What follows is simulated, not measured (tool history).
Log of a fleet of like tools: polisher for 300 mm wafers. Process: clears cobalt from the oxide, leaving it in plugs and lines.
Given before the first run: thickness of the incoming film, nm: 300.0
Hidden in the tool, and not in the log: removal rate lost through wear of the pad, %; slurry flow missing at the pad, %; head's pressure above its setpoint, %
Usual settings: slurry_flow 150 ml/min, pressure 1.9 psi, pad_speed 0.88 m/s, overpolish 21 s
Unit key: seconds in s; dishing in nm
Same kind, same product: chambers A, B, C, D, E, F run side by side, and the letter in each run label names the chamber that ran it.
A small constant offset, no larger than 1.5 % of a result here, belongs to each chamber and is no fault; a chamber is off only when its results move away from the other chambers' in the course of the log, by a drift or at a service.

run   hour  slurry_flow  pressure  pad_speed  overpolish  wafers polished on this pad  hours since the slurry nozzle was cleaned  hours since the head pressure was calibrated  seconds  dishing
       4.1  -- chamber C: worn pad replaced by a new one
 1C   12.6          150       1.9       0.88          21                           88                                      448.8                                         135.9   63.192   53.588
      16.3  -- chamber D: slurry nozzle cleaned
 2A   27.5          150       1.9       0.88          21                         1047                                      174.1                                         641.7   66.371   53.499
      30.9  -- chamber E: slurry nozzle cleaned
        34  -- chamber F: worn pad replaced by a new one
 3B   34.9          150       1.9       0.88          21                          723                                      172.5                                         143.6   63.956   55.402
      42.1  -- chamber D: worn pad replaced by a new one
 4F   43.8          150       1.9       0.88          21                          102                                      487.2                                         720.3   65.286   53.056
      53.8  -- chamber B: worn pad replaced by a new one
 5E   58.6          150       1.9       0.88          21                         1136                                       27.8                                         676.8   61.544   53.428
      67.4  -- chamber A: worn pad replaced by a new one
 6D   68.6          150       1.9       0.88          21                          274                                       52.3                                         540.4   65.573   53.917
      73.1  -- chamber E: worn pad replaced by a new one
 7B   75.5          150       1.9       1.06          15                          224                                      213.1                                         184.2    51.91   50.461
 8F     83          150       1.9       1.06          15                          508                                      526.4                                         759.5   53.964   50.432
 9E   92.4          150       1.9       1.06          15                          200                                       61.6                                         710.6   53.229   49.439
10C   99.3          150       1.9       1.06          15                          985                                      535.5                                         222.6   51.887   48.519
     103.1  -- chamber A: head pressure recalibrated
11A  113.9          150       1.9       1.06          15                          481                                      260.5                                          10.9   54.757   49.794
     114.7  -- chamber A: slurry nozzle cleaned
     116.9  -- chamber C: worn pad replaced by a new one
12D  121.9          150       1.9       1.06          15                          826                                      105.6                                         593.7   52.136   47.533
       128  -- chamber F: worn pad replaced by a new one
13D  135.7          150       1.9       0.88          21                          968                                      119.4                                         607.5   64.427   53.217
     142.9  -- chamber D: worn pad replaced by a new one
     143.8  -- chamber B: worn pad replaced by a new one
14B  150.4          150       1.9       0.88          21                           68                                        288                                         259.1   63.482   51.275
15F  163.2          150       1.9       0.88          21                          364                                      606.6                                         839.7   62.345    52.86
     175.4  -- chamber E: worn pad replaced by a new one
     175.7  -- chamber F: head pressure recalibrated
16A  176.5          150       1.9       0.88          21                         1129                                       61.9                                          73.5    64.32   52.943
     178.6  -- chamber C: slurry nozzle cleaned
17C  183.3          150       1.9       0.88          21                          687                                        4.7                                         306.6   63.444   54.819
       189  -- chamber A: worn pad replaced by a new one
18E  196.4          150       1.9       0.88          21                          218                                      165.6                                         814.6   64.288   51.438
19B  206.2          150       1.9       0.88          21                          645                                      343.8                                         314.9   63.383   52.514
     218.1  -- chamber C: worn pad replaced by a new one
     218.7  -- chamber F: worn pad replaced by a new one
20C  219.1          130       2.5       0.88          21                           11                                       40.5                                         342.4   50.052   58.562
     222.4  -- chamber D: head pressure recalibrated
21A  228.3          130       2.5       0.88          21                          407                                      113.7                                         125.3   49.442   58.464
     235.3  -- chamber B: worn pad replaced by a new one
22E  235.6          130       2.5       0.88          21                          623                                      204.8                                         853.8    47.48   59.721
     241.5  -- chamber D: worn pad replaced by a new one
     244.1  -- chamber C: head pressure recalibrated
23F  245.2          130       2.5       0.88          21                          274                                      688.6                                          69.5   49.443    58.17
24D  258.9          130       2.5       0.88          21                          180                                      242.6                                          36.5    50.34    61.49
25C  269.1          130       2.5       0.88          21                          528                                       90.5                                          25.1   49.264    58.36
26A  275.6          150       1.9       0.88          21                          896                                        161                                         172.6   63.306   53.406
     277.5  -- chamber E: worn pad replaced by a new one
27F    288          150       1.9       0.88          21                          717                                      731.4                                         112.3   64.109   53.355
28B  301.6          150       1.9       0.88          21                          686                                      439.2                                         410.3    63.16   54.652
29E  311.2          150       1.9       0.88          21                          349                                      280.4                                         929.4   62.418   52.717
     319.7  -- chamber F: worn pad replaced by a new one
     322.7  -- chamber A: worn pad replaced by a new one
30D    326          150       1.9       0.88          21                          874                                      309.7                                         103.6   63.846   53.632
     326.1  -- chamber C: worn pad replaced by a new one
     329.3  -- chamber D: worn pad replaced by a new one
     329.9  -- chamber B: worn pad replaced by a new one
     330.1  -- chamber A: slurry nozzle cleaned
31E  335.9          150       1.9       0.88          21                          604                                      305.1                                         954.1   61.644   53.968
32B  347.8          150       1.9       0.88          21                          186                                      485.4                                         456.5   64.642   53.384
33C  358.2          150       2.5       0.88          21                          332                                      179.6                                         114.2   48.673   60.626
34D  368.2          150       2.5       0.88          21                          403                                      351.9                                         145.8   48.627   60.219
35A    378          150       2.5       0.88          21                          572                                       47.9                                           275   47.834   59.381
       383  -- chamber E: worn pad replaced by a new one
36F  387.8          150       2.5       0.88          21                          705                                      831.2                                         212.1   49.247   62.482
37A  399.3          150       2.5       0.88          21                          792                                       69.2                                         296.3   48.429   61.293
     405.5  -- chamber B: slurry nozzle cleaned
38C  414.5          150       2.5       0.88          21                          914                                      235.9                                         170.5   49.719   59.005
     421.6  -- chamber F: worn pad replaced by a new one
39B  425.5          150       1.9       0.88          21                          990                                       20.1                                         534.2   64.931   53.726
40E  432.7          150       1.9       0.88          21                          515                                      401.9                                        1050.9   64.125   55.006
     433.8  -- chamber D: worn pad replaced by a new one
41D  446.2          150       1.9       0.88          21                          128                                      429.9                                         223.8   61.969   54.352
42F    460          150       1.9       0.88          21                          398                                      903.4                                         284.3     62.5   54.619
43E  473.2          150       1.9       0.88          21                          934                                      442.4                                        1091.4    61.32   53.713

What goes on in this fleet: one chamber off, a drifting gauge, or nothing beyond the chambers' own small offsets? Name the chamber and the cause, if any.

Neither any chamber nor the gauge drifts; the chambers differ only by their own small, steady offsets.
